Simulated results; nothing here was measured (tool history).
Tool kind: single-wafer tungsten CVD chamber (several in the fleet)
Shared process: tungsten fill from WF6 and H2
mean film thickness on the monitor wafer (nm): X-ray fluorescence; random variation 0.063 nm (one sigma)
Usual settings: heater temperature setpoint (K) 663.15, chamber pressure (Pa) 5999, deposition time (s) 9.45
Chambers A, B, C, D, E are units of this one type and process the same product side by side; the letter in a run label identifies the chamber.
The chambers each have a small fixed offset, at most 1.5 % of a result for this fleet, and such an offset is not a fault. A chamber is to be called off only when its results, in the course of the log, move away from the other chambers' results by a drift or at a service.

run	hour	heater temperature setpoint (K)	chamber pressure (Pa)	deposition time (s)	hours since the last thermocouple change	hours since the last manometer calibration	read-back reference wafer on the same gauge, thickness_nm	mean film thickness on the monitor wafer (nm)
1C	2.6	663.15	5999	9.45	1729.8	1572.4	26.906	27.516
2B	6.9	663.15	5999	9.45	853.4	879.4	26.892	27.429
3D	11.3	663.15	5999	9.45	239.4	1556.3	26.912	27.475
4E	16.0	663.15	5999	9.45	480.8	111.0	26.905	27.064
5A	19.2	663.15	5999	9.45	1323.7	1240.6	26.908	27.639
6B	23.7	663.15	5999	9.45	870.2	896.2	26.904	27.478
7D	27.0	663.15	5999	10.54	255.1	1572.0	26.898	30.835
8C	31.2	663.15	5999	10.54	1758.4	1601.0	26.901	30.663
9E	36.1	663.15	5999	10.54	500.9	131.1	26.901	30.255
10A	38.9	663.15	5999	10.54	1343.4	1260.3	26.896	30.839
11C	42.0	663.15	5999	10.54	1769.2	1611.8	26.891	30.625
12B	47.2	663.15	5999	9.45	893.7	919.7	26.892	27.460
13E	51.7	649.15	6799	9.45	516.5	146.7	26.903	21.496
14A	55.1	649.15	6799	9.45	1359.6	1276.5	26.911	22.015
15D	59.5	649.15	6799	9.45	287.6	1604.5	26.912	22.106
# hour 63.2: chamber D: capacitance manometer re-zeroed and calibrated
16C	63.8	649.15	6799	9.45	1791.0	1633.6	26.896	21.939
17A	67.2	649.15	6799	9.45	1371.7	1288.6	26.903	22.066
18D	71.4	663.15	6853	8.76	299.5	8.3	26.887	28.093
19B	76.0	663.15	6853	8.76	922.5	948.5	26.887	27.070
20E	78.3	663.15	6853	8.76	543.1	173.3	26.905	26.713
21C	81.8	663.15	6853	8.76	1809.0	1651.6	26.891	27.157
22A	84.9	663.15	6853	8.76	1389.4	1306.3	26.880	27.306
23B	89.9	663.15	5999	9.45	936.4	962.4	26.898	27.468
24E	92.4	663.15	5999	9.45	557.2	187.4	26.902	27.038
25D	96.9	663.15	5999	9.45	325.0	33.8	26.903	28.458
26E	100.4	663.15	5999	9.45	565.2	195.4	26.910	27.039
27D	104.4	663.15	5999	9.45	332.5	41.3	26.910	28.446
28A	107.5	663.15	5999	9.45	1412.0	1328.9	26.910	27.568
29C	111.6	663.15	5999	9.45	1838.8	1681.4	26.911	27.594
30B	116.9	663.15	5999	9.45	963.4	989.4	26.896	27.396
31B	119.8	663.15	5999	9.45	966.3	992.3	26.904	27.529
# hour 124.2: chamber A: capacitance manometer re-zeroed and calibrated
32D	124.7	663.15	5999	9.45	352.8	61.6	26.899	28.470
33A	128.0	663.15	5999	9.45	1432.5	3.9	26.891	27.604
34C	132.8	663.15	5999	9.45	1860.0	1702.6	26.890	27.368

Is one chamber off against the others, does the gauge drift, or is nothing wrong? If a chamber is off, say which, and what the likeliest cause is.

After it was serviced, chamber D no longer matches the other chambers.
Likeliest cause: true pressure above the setpoint (%) = 7.

Here are 4 candidates for chamber D's next run, each the usual settings with a change, their results left as question marks. Which one brings its results back in line with what the others give on the usual settings?
In line here means within this much of the mean the other chambers give on the usual settings: mean film thickness on the monitor wafer (nm) 0.220
35D-1	136.6	662.15	5946	9.35				?
35D-2	136.6	664.15	6053	9.56				?
35D-3	136.6	663.15	6213	9.90				?
35D-4	136.6	663.15	5240	9.45				?

Other chambers, usual settings, mean: mean film thickness on the monitor wafer (nm) 27.418
run	mean film thickness on the monitor wafer (nm)
35D-1	27.493
35D-2	29.454
35D-3	30.302
35D-4	26.697
With 35D-1, the chamber falls back in line with the rest.
